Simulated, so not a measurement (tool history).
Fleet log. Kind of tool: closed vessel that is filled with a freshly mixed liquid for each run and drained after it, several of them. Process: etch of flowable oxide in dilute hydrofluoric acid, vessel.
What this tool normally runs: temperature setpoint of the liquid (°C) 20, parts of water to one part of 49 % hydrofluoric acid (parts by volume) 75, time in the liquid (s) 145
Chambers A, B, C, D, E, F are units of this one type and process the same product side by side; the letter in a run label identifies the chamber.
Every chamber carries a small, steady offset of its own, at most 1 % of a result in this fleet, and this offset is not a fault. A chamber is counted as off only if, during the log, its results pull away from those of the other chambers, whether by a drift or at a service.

run,day,temperature setpoint of the liquid (°C),parts of water to one part of 49 % hydrofluoric acid (parts by volume),time in the liquid (s),"read-back film thickness of the flowable oxide reference wafer, read on the same gauge (nm)",thickness taken off the flowable oxide on a monitor wafer (nm)
1C,0.204,20,75,145,139.98,45.483
2F,0.446,20,75,145,140.00,45.353
3D,0.783,20,75,145,140.02,45.317
4B,1.046,20,75,145,140.01,45.517
5A,1.408,20,75,145,140.02,45.548
6E,1.871,20,45,145,139.98,78.737
7D,2.250,20,45,145,140.00,78.104
8E,2.658,20,45,145,140.00,78.183
9C,3.000,20,45,145,139.99,78.513
10F,3.392,20,45,145,140.01,78.162
11A,3.812,20,45,145,139.97,79.340
12B,4.196,20,75,145,140.00,45.032
13D,4.475,20,75,145,139.96,45.711
14C,4.904,20,75,145,139.98,45.661
15A,5.329,20,75,145,139.93,46.097
16E,5.612,20,75,145,139.98,45.523
17B,6.017,20,75,145,140.00,45.094
18F,6.417,20,75,145,139.96,45.424
19E,6.621,20,75,80,139.99,24.856
20C,7.008,20,75,80,140.00,25.274
21A,7.329,20,75,80,139.98,25.181
22B,7.596,20,75,80,140.02,24.842
23D,7.821,20,75,80,140.01,25.303
24F,8.258,20,75,80,139.96,25.011
25A,8.717,20,75,145,139.96,45.929
26E,8.942,20,75,145,139.96,45.958
27C,9.258,24,75,90,139.96,33.388
28B,9.558,24,75,90,139.98,33.073
29F,9.883,24,75,90,140.01,32.996
# day 10.062: chamber C: hydrofluoric acid flow meter replaced
30D,10.096,24,75,90,140.03,33.911
31F,10.446,24,75,90,139.99,33.192
32A,10.788,24,75,90,140.01,33.698
33E,11.154,20,75,145,140.01,45.378
34D,11.592,20,75,145,140.01,46.258
35B,12.021,20,75,145,139.99,45.096
36C,12.446,20,75,145,139.99,45.533
37A,12.883,20,75,115,139.97,35.954
38B,13.346,20,75,115,139.96,35.911
39D,13.571,20,75,115,140.00,37.297

Next, all 6 chambers run the settings below, one line each with question marks for the results. What does each chamber give?
40A,13.904,20,35,145,,?
40B,13.904,20,35,145,,?
40C,13.904,20,35,145,,?
40D,13.904,20,35,145,,?
40E,13.904,20,35,145,,?
40F,13.904,20,35,145,,?

run,thickness taken off the flowable oxide on a monitor wafer (nm)
40A,104.400
40B,102.560
40C,100.130
40D,106.100
40E,103.290
40F,99.864
